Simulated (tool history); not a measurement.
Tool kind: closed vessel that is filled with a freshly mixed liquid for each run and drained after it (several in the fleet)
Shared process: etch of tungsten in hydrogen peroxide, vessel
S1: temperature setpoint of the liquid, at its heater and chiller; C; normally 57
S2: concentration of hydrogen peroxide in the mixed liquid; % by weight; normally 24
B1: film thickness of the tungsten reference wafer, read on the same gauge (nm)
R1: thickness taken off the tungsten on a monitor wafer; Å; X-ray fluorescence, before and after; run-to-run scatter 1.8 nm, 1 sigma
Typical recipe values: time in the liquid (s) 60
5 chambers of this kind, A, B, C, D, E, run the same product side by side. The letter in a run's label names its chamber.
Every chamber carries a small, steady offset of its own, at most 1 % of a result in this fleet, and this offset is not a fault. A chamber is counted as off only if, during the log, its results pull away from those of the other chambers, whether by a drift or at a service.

{"run": "1A", "hour": 7.4, "S1": 57, "S2": 24, "time in the liquid (s)": 60, "B1": 69.993, "R1": 1894.3}
{"run": "2E", "hour": 16.8, "S1": 57, "S2": 24, "time in the liquid (s)": 60, "B1": 70.009, "R1": 1912.6}
{"run": "3C", "hour": 26.2, "S1": 57, "S2": 24, "time in the liquid (s)": 60, "B1": 69.99, "R1": 1907.4}
{"run": "4B", "hour": 33.7, "S1": 57, "S2": 24, "time in the liquid (s)": 60, "B1": 69.983, "R1": 1904.4}
{"run": "5D", "hour": 49.3, "S1": 57, "S2": 24, "time in the liquid (s)": 60, "B1": 69.975, "R1": 1903.3}
{"hour": 62.3, "done": "chamber A: new drum of peroxide connected"}
{"run": "6D", "hour": 64.5, "S1": 57, "S2": 24, "time in the liquid (s)": 60, "B1": 70.001, "R1": 1881.3}
{"hour": 72.5, "done": "chamber E: new drum of peroxide connected"}
{"run": "7C", "hour": 78.3, "S1": 57, "S2": 24, "time in the liquid (s)": 60, "B1": 70.023, "R1": 1891.4}
{"hour": 90.9, "done": "chamber B: new drum of peroxide connected"}
{"run": "8B", "hour": 92.0, "S1": 57, "S2": 24, "time in the liquid (s)": 60, "B1": 69.973, "R1": 1935.8}
{"run": "9E", "hour": 107.9, "S1": 57, "S2": 24, "time in the liquid (s)": 60, "B1": 70.003, "R1": 1914.7}
{"run": "10A", "hour": 122.4, "S1": 57, "S2": 17.5, "time in the liquid (s)": 60, "B1": 69.976, "R1": 1644.5}
{"run": "11C", "hour": 134.1, "S1": 57, "S2": 17.5, "time in the liquid (s)": 60, "B1": 70.01, "R1": 1610.5}
{"run": "12B", "hour": 145.4, "S1": 57, "S2": 17.5, "time in the liquid (s)": 60, "B1": 69.999, "R1": 1653.8}
{"run": "13E", "hour": 156.1, "S1": 57, "S2": 17.5, "time in the liquid (s)": 60, "B1": 69.994, "R1": 1650.7}
{"run": "14A", "hour": 168.1, "S1": 57, "S2": 17.5, "time in the liquid (s)": 60, "B1": 69.997, "R1": 1643.8}
{"run": "15D", "hour": 176.3, "S1": 57, "S2": 24, "time in the liquid (s)": 60, "B1": 69.984, "R1": 1900.5}
{"run": "16E", "hour": 188.5, "S1": 57, "S2": 24, "time in the liquid (s)": 60, "B1": 70.005, "R1": 1912.2}
{"hour": 196.2, "done": "chamber C: peroxide flow meter replaced"}
{"run": "17A", "hour": 196.9, "S1": 57, "S2": 24, "time in the liquid (s)": 60, "B1": 70.002, "R1": 1902.5}
{"run": "18D", "hour": 205.2, "S1": 57, "S2": 24, "time in the liquid (s)": 60, "B1": 70.01, "R1": 1892.1}
{"run": "19B", "hour": 217.0, "S1": 57, "S2": 30, "time in the liquid (s)": 60, "B1": 70.04, "R1": 2176}
{"run": "20C", "hour": 227.6, "S1": 57, "S2": 30, "time in the liquid (s)": 60, "B1": 69.989, "R1": 2166}
{"run": "21E", "hour": 237.2, "S1": 57, "S2": 30, "time in the liquid (s)": 60, "B1": 69.983, "R1": 2151.2}
{"run": "22B", "hour": 248.0, "S1": 57, "S2": 30, "time in the liquid (s)": 60, "B1": 69.989, "R1": 2178.9}
{"run": "23A", "hour": 257.1, "S1": 57, "S2": 30, "time in the liquid (s)": 60, "B1": 69.98, "R1": 2183}
{"run": "24D", "hour": 265.8, "S1": 57, "S2": 24, "time in the liquid (s)": 60, "B1": 70.027, "R1": 1898.6}
{"run": "25C", "hour": 282.0, "S1": 57, "S2": 24, "time in the liquid (s)": 60, "B1": 69.988, "R1": 1941.4}
{"run": "26D", "hour": 296.2, "S1": 57, "S2": 24, "time in the liquid (s)": 60, "B1": 69.966, "R1": 1918.5}
{"run": "27B", "hour": 312.4, "S1": 57, "S2": 24, "time in the liquid (s)": 60, "B1": 70, "R1": 2006.2}
{"run": "28C", "hour": 323.0, "S1": 57, "S2": 24, "time in the liquid (s)": 60, "B1": 69.977, "R1": 1918.4}
{"run": "29E", "hour": 332.9, "S1": 57, "S2": 24, "time in the liquid (s)": 60, "B1": 69.969, "R1": 1874.1}
{"run": "30A", "hour": 342.8, "S1": 57, "S2": 24, "time in the liquid (s)": 60, "B1": 70.007, "R1": 1930.5}
{"run": "31B", "hour": 358.1, "S1": 57, "S2": 24, "time in the liquid (s)": 60, "B1": 70.007, "R1": 2052.4}
{"run": "32E", "hour": 367.5, "S1": 57, "S2": 24, "time in the liquid (s)": 60, "B1": 70.035, "R1": 1915.1}
{"run": "33D", "hour": 379.0, "S1": 57, "S2": 24, "time in the liquid (s)": 60, "B1": 70.01, "R1": 1922.6}
{"run": "34A", "hour": 392.1, "S1": 57, "S2": 24, "time in the liquid (s)": 60, "B1": 70.009, "R1": 1956.7}
{"run": "35C", "hour": 403.9, "S1": 57, "S2": 24, "time in the liquid (s)": 60, "B1": 70.045, "R1": 1934.3}
{"run": "36A", "hour": 412.1, "S1": 57, "S2": 24, "time in the liquid (s)": 60, "B1": 70.017, "R1": 1930.4}
{"hour": 419.3, "done": "chamber C: new drum of peroxide connected"}
{"run": "37B", "hour": 425.3, "S1": 57, "S2": 24, "time in the liquid (s)": 60, "B1": 69.985, "R1": 2100}
{"run": "38C", "hour": 441.1, "S1": 57, "S2": 24, "time in the liquid (s)": 60, "B1": 70.007, "R1": 1915.4}
{"run": "39E", "hour": 451.8, "S1": 57, "S2": 24, "time in the liquid (s)": 60, "B1": 69.999, "R1": 1899.3}
{"run": "40D", "hour": 459.5, "S1": 57, "S2": 24, "time in the liquid (s)": 60, "B1": 69.982, "R1": 1925.5}
{"run": "41E", "hour": 471.7, "S1": 57, "S2": 24, "time in the liquid (s)": 60, "B1": 69.98, "R1": 1923.4}
{"hour": 479.1, "done": "chamber C: thermometer replaced"}
{"run": "42B", "hour": 483.4, "S1": 57, "S2": 24, "time in the liquid (s)": 60, "B1": 69.961, "R1": 2151.2}
{"run": "43C", "hour": 493.0, "S1": 57, "S2": 24, "time in the liquid (s)": 60, "B1": 70.035, "R1": 1917.8}

Next, every chamber runs the same settings. What will each give?
{"run": "44A", "hour": 504.9, "S1": 57, "S2": 30, "time in the liquid (s)": 60, "R1": "?"}
{"run": "44B", "hour": 504.9, "S1": 57, "S2": 30, "time in the liquid (s)": 60, "R1": "?"}
{"run": "44C", "hour": 504.9, "S1": 57, "S2": 30, "time in the liquid (s)": 60, "R1": "?"}
{"run": "44D", "hour": 504.9, "S1": 57, "S2": 30, "time in the liquid (s)": 60, "R1": "?"}
{"run": "44E", "hour": 504.9, "S1": 57, "S2": 30, "time in the liquid (s)": 60, "R1": "?"}

run=44A R1=2153.6
run=44B R1=2385.3
run=44C R1=2133.3
run=44D R1=2112.1
run=44E R1=2157.7
